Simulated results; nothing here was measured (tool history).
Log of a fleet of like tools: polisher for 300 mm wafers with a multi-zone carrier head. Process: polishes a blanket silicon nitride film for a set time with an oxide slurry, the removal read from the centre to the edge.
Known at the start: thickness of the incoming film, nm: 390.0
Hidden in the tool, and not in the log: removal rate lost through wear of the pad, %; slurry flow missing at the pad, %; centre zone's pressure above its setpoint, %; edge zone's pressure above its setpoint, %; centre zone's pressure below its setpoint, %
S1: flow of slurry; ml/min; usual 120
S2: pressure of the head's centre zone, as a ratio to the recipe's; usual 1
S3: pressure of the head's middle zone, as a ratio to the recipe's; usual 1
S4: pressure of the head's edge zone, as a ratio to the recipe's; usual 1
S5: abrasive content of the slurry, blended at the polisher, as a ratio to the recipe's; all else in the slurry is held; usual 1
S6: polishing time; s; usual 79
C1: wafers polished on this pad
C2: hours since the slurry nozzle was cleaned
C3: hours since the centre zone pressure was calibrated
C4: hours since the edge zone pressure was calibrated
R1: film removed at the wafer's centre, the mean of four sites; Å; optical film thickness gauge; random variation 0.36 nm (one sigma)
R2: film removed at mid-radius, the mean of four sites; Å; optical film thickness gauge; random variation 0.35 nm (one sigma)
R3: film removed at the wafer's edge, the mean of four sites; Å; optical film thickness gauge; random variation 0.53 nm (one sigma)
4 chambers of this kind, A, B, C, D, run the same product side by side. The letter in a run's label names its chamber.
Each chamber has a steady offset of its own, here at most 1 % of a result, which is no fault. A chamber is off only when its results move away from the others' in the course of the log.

run	hour	S1	S2	S3	S4	S5	S6	C1	C2	C3	C4	R1	R2	R3
1C	3	120	1	1	1	1	79	788	118.9	277.6	233	554.19	553.74	555.26
2A	6.4	120	1	1	1	1	79	274	161.8	1472.7	563.5	551.43	547.36	555.82
3B	10.4	120	1	1	1	1	79	472	448	782.4	140.6	551.65	555.26	555.77
# hour 12.5: chamber C: worn pad replaced by a new one
4D	14.9	120	1	1	1	1	79	1205	193.6	121.6	234.1	547.26	562.61	557.12
# hour 15.6: chamber D: worn pad replaced by a new one
5B	18.6	120	1	1	1	1	79	566	456.2	790.6	148.8	552.32	551.94	560.89
6C	23	120	1	0.93	1	1	79	120	138.9	297.6	253	552.24	522.1	548.4
7D	29	120	1	0.93	1	1	79	153	207.7	135.7	248.2	545.73	518.53	555.63
8A	31.8	120	1	0.93	1	1	79	563	187.2	1498.1	588.9	551.56	519.56	552.96
9D	35.1	120	1	0.93	1	1	79	222	213.8	141.8	254.3	540.31	522.29	550.36
10C	39	120	1	1	1	1	79	302	154.9	313.6	269	549	557.51	559.77
# hour 43.2: chamber A: worn pad replaced by a new one
11A	44.9	120	1	1	1	1	79	19	200.3	1511.2	602	556.3	547.56	564.24
12B	47.7	120	1	1	1	1	79	898	485.3	819.7	177.9	554.32	554.38	556.94
13C	52.7	120	1	1	1	1	79	459	168.6	327.3	282.7	550.06	556.41	559.52
14A	55.6	120	1	1	1	1	79	141	211	1521.9	612.7	559.19	550.7	561.77
15D	59.9	120	1	1	1	1	79	505	238.6	166.6	279.1	548.96	559.96	566.62
16B	65.8	120	1	1	1	1	79	1104	503.4	837.8	196	555.68	559.69	554.24
17C	70.4	120	1	1	1	1	79	661	186.3	345	300.4	546.58	552.26	554.35
18B	73.6	120	1	1	1	1	79	1193	511.2	845.6	203.8	558.09	556.41	561.91
19D	78.6	120	1	1	1	1	79	719	257.3	185.3	297.8	548.14	555.31	546.64
20A	82.4	120	1	1	1	1	79	447	237.8	1548.7	639.5	560.83	551.06	554.78
21A	85.4	120	1	1	1	1	79	481	240.8	1551.7	642.5	555.4	555.86	553.36
22C	88.6	120	1	1	1	1	79	868	204.5	363.2	318.6	535.42	547.27	543.01
# hour 92.7: chamber A: centre zone pressure recalibrated
23B	94.7	120	1	1	1	1	79	1434	532.3	866.7	224.9	555.28	555.81	554.2
# hour 96.2: chamber C: worn pad replaced by a new one
24D	100.1	120	1	1	1	1	79	964	278.8	206.8	319.3	550.39	550.94	540.6
25B	106.1	120	1	1	1	1	79	1564	543.7	878.1	236.3	558.38	558.67	560.4
# hour 107.1: chamber A: worn pad replaced by a new one
# hour 107.8: chamber A: slurry nozzle cleaned
# hour 109.1: chamber B: worn pad replaced by a new one
26D	109.5	120	1	1	1	1	79	1071	288.2	216.2	328.7	549.85	561.18	550.62
27A	112.6	120	1	1	1	1	79	62	4.8	19.9	669.7	558.17	556.28	555.15
28C	116.9	120	1	1	1	1	79	236	232.8	391.5	346.9	519.23	533.88	537.03
29B	119.5	120	1	1	1	1	79	119	557.1	891.5	249.7	549.55	561.45	550.3
30A	122.7	120	1	1	1	1	79	178	14.9	30	679.8	556.83	558.46	556.18
31D	127.8	105	1	1	1	1	79	1280	306.5	234.5	347	533.7	533.17	540.26
32C	132.4	105	1	1	1	1	79	413	248.3	407	362.4	493.42	508.5	522.41
33B	137.9	105	1	1	1	1	79	329	575.5	909.9	268.1	537.57	535.71	541.15
# hour 138.4: chamber D: worn pad replaced by a new one
34D	141.8	105	1	1	1	1	79	39	320.5	248.5	361	528.02	531.41	550.32

Is one chamber off against the others, does the gauge drift, or is nothing wrong? If a chamber is off, say which, and what the likeliest cause is.

Chamber C drifts away from the others.
Cause: slurry flow missing at the pad, % = 22.6.

Here are 4 candidates for chamber C's next run, each the usual settings with a change, their results left as question marks. Which one brings its results back in line with what the others give on the usual settings?
In line means no further than this from the other chambers' mean on the usual settings: R1 12 Å; R2 12 Å; R3 18 Å
35C-1	146.1	115	0.98	0.99	1.01	1	76					?	?	?
35C-2	146.1	115	0.99	1	1.01	1	77					?	?	?
35C-3	146.1	125	1.02	1	0.99	1	83					?	?	?
35C-4	146.1	125	1.01	1	0.99	1	81					?	?	?

The other chambers' mean on the usual settings: R1 553.83 Å; R2 553.71 Å; R3 554.77 Å
run	R1	R2	R3
35C-1	470.54	490.77	506.88
35C-2	482.02	501.76	513.47
35C-3	552.66	554.76	557.09
35C-4	533.65	541.43	543.67
35C-3 brings the chamber back in line.
